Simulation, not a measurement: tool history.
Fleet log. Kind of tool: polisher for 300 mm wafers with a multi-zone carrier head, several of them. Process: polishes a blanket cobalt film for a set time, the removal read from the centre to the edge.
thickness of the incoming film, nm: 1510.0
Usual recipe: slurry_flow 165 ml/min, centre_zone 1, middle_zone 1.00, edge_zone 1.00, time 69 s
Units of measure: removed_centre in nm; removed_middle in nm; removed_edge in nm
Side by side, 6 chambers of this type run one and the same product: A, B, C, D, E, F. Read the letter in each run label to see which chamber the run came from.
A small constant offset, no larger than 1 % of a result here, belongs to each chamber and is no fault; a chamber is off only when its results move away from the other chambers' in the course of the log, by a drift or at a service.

run	hour	slurry_flow	centre_zone	middle_zone	edge_zone	time	wafers polished on this pad	hours since the slurry nozzle was cleaned	hours since the centre zone pressure was calibrated	hours since the edge zone pressure was calibrated	removed_centre	removed_middle	removed_edge
1F	6.9	165	1	1.00	1.00	69	114	171.2	960.4	421.8	259.27	261.03	254.22
# hour 7.6: chamber F: centre zone pressure recalibrated
2C	14.0	165	1	1.00	1.00	69	498	180.3	325.7	1007.7	260.26	260.22	260.02
3D	20.6	165	1	1.00	1.00	69	513	355.2	20.6	493.7	264.64	262.91	259.13
4E	28.2	165	1	1.00	1.00	69	399	174.4	821.4	395.3	263.59	260.93	259.71
5B	36.2	165	1	1.00	1.00	69	286	43.5	257.5	187.0	262.30	251.90	259.67
6A	45.6	165	1	1.00	1.00	69	973	377.7	743.2	118.4	258.12	259.51	259.72
# hour 46.0: chamber C: worn pad replaced by a new one
7F	51.8	165	1	1.00	1.00	69	415	216.1	44.3	466.7	261.51	255.68	255.42
8D	61.0	165	1	1.00	1.00	69	783	395.6	61.0	534.1	258.44	257.60	258.46
# hour 62.3: chamber D: worn pad replaced by a new one
9B	67.6	165	1	1.00	1.00	69	496	74.9	288.9	218.4	263.16	259.42	257.19
10C	72.4	165	1	1.00	1.00	69	176	238.7	384.1	1066.1	259.89	259.24	261.82
11A	78.0	165	1	1.00	1.00	69	1190	410.1	775.6	150.8	258.31	259.59	262.55
12E	82.7	165	1	1.00	1.00	69	764	228.9	875.9	449.8	260.53	254.60	265.71
13B	90.9	165	1	1.10	1.00	69	652	98.2	312.2	241.7	265.15	284.34	259.97
# hour 93.6: chamber C: slurry nozzle cleaned
14E	100.4	165	1	1.10	1.00	69	882	246.6	893.6	467.5	261.97	281.88	265.97
# hour 106.6: chamber F: worn pad replaced by a new one
15F	109.4	165	1	1.10	1.00	69	19	273.7	101.9	524.3	258.63	280.09	263.87
# hour 109.9: chamber A: worn pad replaced by a new one
16D	117.4	165	1	1.10	1.00	69	368	452.0	117.4	590.5	264.13	289.74	264.57
17C	127.5	165	1	1.10	1.00	69	545	34.0	439.2	1121.2	260.65	276.26	258.63
18A	132.2	165	1	1.10	1.00	69	149	464.3	829.8	205.0	259.90	279.97	259.64
19A	141.3	165	1	1.00	1.00	69	210	473.4	838.9	214.1	257.86	262.34	261.15
# hour 146.5: chamber C: worn pad replaced by a new one
20B	150.7	165	1	1.00	1.00	69	1052	158.0	372.0	301.5	257.55	251.76	254.91
# hour 154.9: chamber B: worn pad replaced by a new one
21E	156.2	165	1	1.00	1.00	69	1256	302.4	949.4	523.3	254.94	253.38	255.95
22D	165.2	165	1	1.00	1.00	69	688	499.8	165.2	638.3	262.09	265.16	252.98
# hour 172.2: chamber C: edge zone pressure recalibrated
23C	174.7	165	1	1.00	1.00	69	189	81.2	486.4	2.5	261.07	260.28	260.52
24F	180.7	165	1	1.00	1.00	69	496	345.0	173.2	595.6	263.50	261.05	266.33
25E	187.8	165	1	1.00	1.00	69	1467	334.0	981.0	554.9	253.44	249.61	252.07
26C	197.5	165	1	1.00	1.00	69	341	104.0	509.2	25.3	261.51	261.65	266.82
# hour 200.8: chamber D: worn pad replaced by a new one
27A	202.8	165	1	1.00	1.00	69	622	534.9	900.4	275.6	262.34	263.52	259.19
28B	208.2	165	1	1.00	1.00	69	356	215.5	429.5	359.0	261.34	258.97	265.37
29D	213.1	165	1	1.00	1.00	69	82	547.7	213.1	686.2	261.67	262.02	261.40
30F	220.0	165	1	1.00	1.00	69	759	384.3	212.5	634.9	261.49	259.07	259.76
31B	225.3	165	1	1.08	1.00	91	471	232.6	446.6	376.1	343.37	365.06	345.94
32E	231.5	165	1	1.08	1.00	91	1760	377.7	1024.7	598.6	320.08	352.00	315.77
# hour 234.8: chamber C: worn pad replaced by a new one
33A	236.4	165	1	1.08	1.00	91	846	568.5	934.0	309.2	341.52	374.21	343.64
# hour 240.0: chamber F: worn pad replaced by a new one
34C	242.9	165	1	1.08	1.00	91	54	149.4	554.6	70.7	338.73	378.07	342.36
35D	251.9	165	1	1.08	1.00	91	342	586.5	251.9	725.0	345.62	378.59	337.29
36F	259.0	165	1	1.08	1.00	91	127	423.3	251.5	673.9	347.86	371.81	351.64
37F	263.9	165	1	1.00	1.00	69	160	428.2	256.4	678.8	260.49	260.55	261.35
38A	269.9	145	1	1.00	1.09	69	1071	602.0	967.5	342.7	253.72	257.50	271.11
39E	279.4	145	1	1.00	1.09	69	2080	425.6	1072.6	646.5	230.39	231.41	248.37

For the next run the whole fleet of 6 chambers uses the same settings. Give each chamber's results:
40A	286.9	165	1	1.00	1.00	69					?	?	?
40B	286.9	165	1	1.00	1.00	69					?	?	?
40C	286.9	165	1	1.00	1.00	69					?	?	?
40D	286.9	165	1	1.00	1.00	69					?	?	?
40E	286.9	165	1	1.00	1.00	69					?	?	?
40F	286.9	165	1	1.00	1.00	69					?	?	?

run	removed_centre	removed_middle	removed_edge
40A	261.55	258.57	259.27
40B	261.47	253.09	264.41
40C	260.10	263.37	259.69
40D	263.72	256.08	256.40
40E	238.16	238.59	237.31
40F	260.77	260.34	269.37

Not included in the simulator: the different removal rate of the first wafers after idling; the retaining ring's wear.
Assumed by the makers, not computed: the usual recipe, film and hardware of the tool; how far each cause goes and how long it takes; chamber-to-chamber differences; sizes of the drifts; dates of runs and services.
